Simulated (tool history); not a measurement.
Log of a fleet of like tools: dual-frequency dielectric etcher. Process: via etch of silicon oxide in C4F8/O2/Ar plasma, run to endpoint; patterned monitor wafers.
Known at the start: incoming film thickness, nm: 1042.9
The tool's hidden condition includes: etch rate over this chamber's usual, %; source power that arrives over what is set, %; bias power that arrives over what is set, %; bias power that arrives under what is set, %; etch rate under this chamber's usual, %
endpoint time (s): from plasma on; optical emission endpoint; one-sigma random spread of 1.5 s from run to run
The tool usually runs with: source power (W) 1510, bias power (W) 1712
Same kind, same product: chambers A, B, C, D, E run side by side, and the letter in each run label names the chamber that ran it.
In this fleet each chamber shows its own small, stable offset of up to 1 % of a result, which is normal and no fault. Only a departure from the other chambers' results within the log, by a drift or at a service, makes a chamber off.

run	hour	source power (W)	bias power (W)	hours since the last wet clean	hours since the last source power generator calibration	hours since the last bias power generator calibration	endpoint time (s)
1D	5.2	1510	1712	375.5	1645.6	114.8	240.45
2E	8.3	1510	1712	264.9	1158	63.3	238.66
3C	11.8	1510	1712	451	1622	1221.9	242.13
4B	15.4	1510	1712	325.4	1417.4	1120	238.24
5A	18.9	1510	1712	355.9	359.1	878.5	239.67
6D	23	1510	1712	393.3	1663.4	132.6	240.13
7A	27.4	1510	1712	364.4	367.6	887	241.23
8E	33.3	1510	1565	289.9	1183	88.3	248.76
9C	36.8	1510	1565	476	1647	1246.9	248.6
10B	41.5	1510	1565	351.5	1443.5	1146.1	246.59
11A	45.3	1510	1565	382.3	385.5	904.9	245.43
12B	49.5	1510	1565	359.5	1451.5	1154.1	245.16
13D	53.2	1510	1712	423.5	1693.6	162.8	242.04
14C	58.6	1510	1712	497.8	1668.8	1268.7	239.01
15E	63.6	1510	1712	320.2	1213.3	118.6	240.93
16A	66.6	1510	1712	403.6	406.8	926.2	241.79
17B	72.7	1510	1712	382.7	1474.7	1177.3	241.36
# hour 75.9: chamber B: wet clean of the chamber
# hour 77: chamber C: wet clean of the chamber
18C	77.6	1510	1712	0.7	1687.8	1287.7	242.82
19D	81.4	1510	1712	451.7	1721.8	191	240.53
20E	87.5	1510	1712	344.1	1237.2	142.5	240.88
21B	92.3	1510	1712	16.5	1494.3	1196.9	240.83
22D	96	1360	1946	466.3	1736.4	205.6	239.42
23A	102.1	1360	1946	439.1	442.3	961.7	240.37
24C	106	1360	1946	29.1	1716.2	1316.1	244.25
25E	112.3	1360	1946	368.9	1262	167.3	242.11
26B	118.3	1360	1946	42.5	1520.3	1222.9	239.17
27C	124.4	1510	1712	47.5	1734.6	1334.5	239.23
28A	128.5	1510	1712	465.5	468.7	988.1	240.28
# hour 130.6: chamber D: wet clean of the chamber
29E	133.9	1510	1712	390.5	1283.6	188.9	237.88
30D	136.9	1510	1712	6.4	1777.3	246.5	242.44
31A	140.6	1280	1712	477.6	480.8	1000.2	259.41
32C	144.8	1280	1712	67.9	1755	1354.9	260.44

For the next run the whole fleet of 5 chambers uses the same settings. Give each chamber's results:
33A	149.5	1510	1712				?
33B	149.5	1510	1712				?
33C	149.5	1510	1712				?
33D	149.5	1510	1712				?
33E	149.5	1510	1712				?

run	endpoint time (s)
33A	239.62
33B	237.04
33C	241.28
33D	240.28
33E	237.46
